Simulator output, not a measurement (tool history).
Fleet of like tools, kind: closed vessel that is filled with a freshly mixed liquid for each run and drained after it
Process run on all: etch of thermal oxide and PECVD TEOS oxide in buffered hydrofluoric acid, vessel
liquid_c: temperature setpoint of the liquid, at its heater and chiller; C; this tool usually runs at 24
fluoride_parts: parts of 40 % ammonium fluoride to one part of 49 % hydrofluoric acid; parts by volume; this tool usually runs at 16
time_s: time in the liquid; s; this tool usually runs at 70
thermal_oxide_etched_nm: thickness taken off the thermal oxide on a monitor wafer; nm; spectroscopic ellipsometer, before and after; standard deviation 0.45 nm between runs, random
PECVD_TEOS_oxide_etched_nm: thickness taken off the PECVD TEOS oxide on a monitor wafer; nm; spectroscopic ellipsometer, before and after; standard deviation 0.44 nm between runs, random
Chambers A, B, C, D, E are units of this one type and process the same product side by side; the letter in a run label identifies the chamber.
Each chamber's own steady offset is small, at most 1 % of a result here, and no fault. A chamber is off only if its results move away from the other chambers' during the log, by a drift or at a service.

run	hour	liquid_c	fluoride_parts	time_s	hours since the thermometer was replaced	hours since the hydrofluoric acid flow meter was replaced	read-back film thickness of the thermal oxide reference wafer, read on the same gauge (nm)	read-back film thickness of the PECVD TEOS oxide reference wafer, read on the same gauge (nm)	thermal_oxide_etched_nm	PECVD_TEOS_oxide_etched_nm
# hour 3: chamber E: hydrofluoric acid flow meter replaced
1D	9.8	24	16	70	2519.6	751.6	139.99	99.998	49.291	124.44
2A	21.2	24	16	70	202.4	1228.5	139.99	99.97	48.668	124.09
3B	30.2	24	16	70	672	802	139.97	99.97	49.019	124.39
4C	38.3	24	16	70	54.7	347	140.01	100	50.356	124.55
# hour 41.9: chamber B: thermometer replaced
5E	48.2	24	19.5	95	1544.9	45.2	139.97	100.06	54.6	137.73
6A	54.5	24	19.5	95	235.7	1261.8	140	99.978	55.393	139.9
7E	66.8	24	19.5	95	1563.5	63.8	139.99	99.988	54.349	137.66
8B	73.9	24	19.5	95	32	845.7	139.99	100.03	55.266	137.82
9C	83.4	24	19.5	95	99.8	392.1	139.98	99.988	55.199	138.95
# hour 90.3: chamber E: thermometer replaced
# hour 94.6: chamber B: hydrofluoric acid flow meter replaced
10D	95.4	24	16	70	2605.2	837.2	140.01	100.03	48.98	123.98
11C	105	24	16	70	121.4	413.7	139.97	99.973	49.724	123.62
12D	112.3	24	16	70	2622.1	854.1	139.99	99.95	49.421	124.49
13B	120	24	19.5	95	78.1	25.5	140	100	54.975	139.33
14A	132	24	19.5	95	313.2	1339.3	139.99	100.04	54.023	140.59
15E	141.9	24	19.5	95	51.7	138.9	140.01	99.994	54.093	138.86
16B	149.6	24	19.5	95	107.7	55.1	140.01	99.996	54.965	138.38
17C	157.8	24	19.5	95	174.2	466.5	139.99	100.04	54.651	139.18
18D	163.7	24	16	70	2673.5	905.5	140.02	100	49.391	122.68
19E	177.1	24	16	70	86.9	174.1	140.03	100	48.569	124.37
20A	186.7	24	16	70	367.9	1394	139.99	100	48.566	125.52
21D	193.1	24	16	70	2702.9	934.9	140	99.984	49.227	124.15
# hour 201.8: chamber A: hydrofluoric acid flow meter replaced
22A	204.6	24	16	70	385.8	2.9	139.99	99.974	49.505	125.2
23E	215.1	24	16	70	124.9	212.1	140	99.988	49.025	123.75
24B	227.4	24	16	70	185.5	132.9	139.99	99.992	48.747	125.03
25C	238.1	24	16	70	254.5	546.8	139.98	100.01	49.529	124.08
26C	245.9	24	16	70	262.3	554.6	139.97	99.995	49.348	123.27
# hour 253.9: chamber D: hydrofluoric acid flow meter replaced
27B	256.9	24	16	70	215	162.4	139.99	100.02	49.592	125.47
28D	268.5	26	16	70	2778.3	14.6	140.03	100	55.056	138.5
29A	278.8	26	16	70	460	77.1	139.98	99.994	54.922	139.77
30E	290.1	26	16	70	199.9	287.1	140.02	100.05	53.739	138.26
31E	298.8	26	16	70	208.6	295.8	140.01	99.997	55.339	138.47
32C	307.3	26	16	70	323.7	616	139.99	100.02	55.41	138.15
33A	317	24	16	70	498.2	115.3	140.01	100.02	48.59	125.13
34B	323	24	16	70	281.1	228.5	139.99	100	49.513	125.09
# hour 323.4: chamber D: thermometer replaced
35D	332.5	24	16	70	9.2	78.6	139.99	99.968	48.735	124.17
36E	342.2	24	16	70	252	339.2	140	99.987	50.076	124.19
37B	351.3	24	16	70	309.4	256.8	139.98	100.04	49.075	124.06

Next, every chamber runs the same settings. What will each give?
38A	361	24	16	70					?	?
38B	361	24	16	70					?	?
38C	361	24	16	70					?	?
38D	361	24	16	70					?	?
38E	361	24	16	70					?	?

run	thermal_oxide_etched_nm	PECVD_TEOS_oxide_etched_nm
38A	48.502	125.14
38B	49.692	124.38
38C	49.415	124.39
38D	49.141	124.55
38E	49.528	123.4
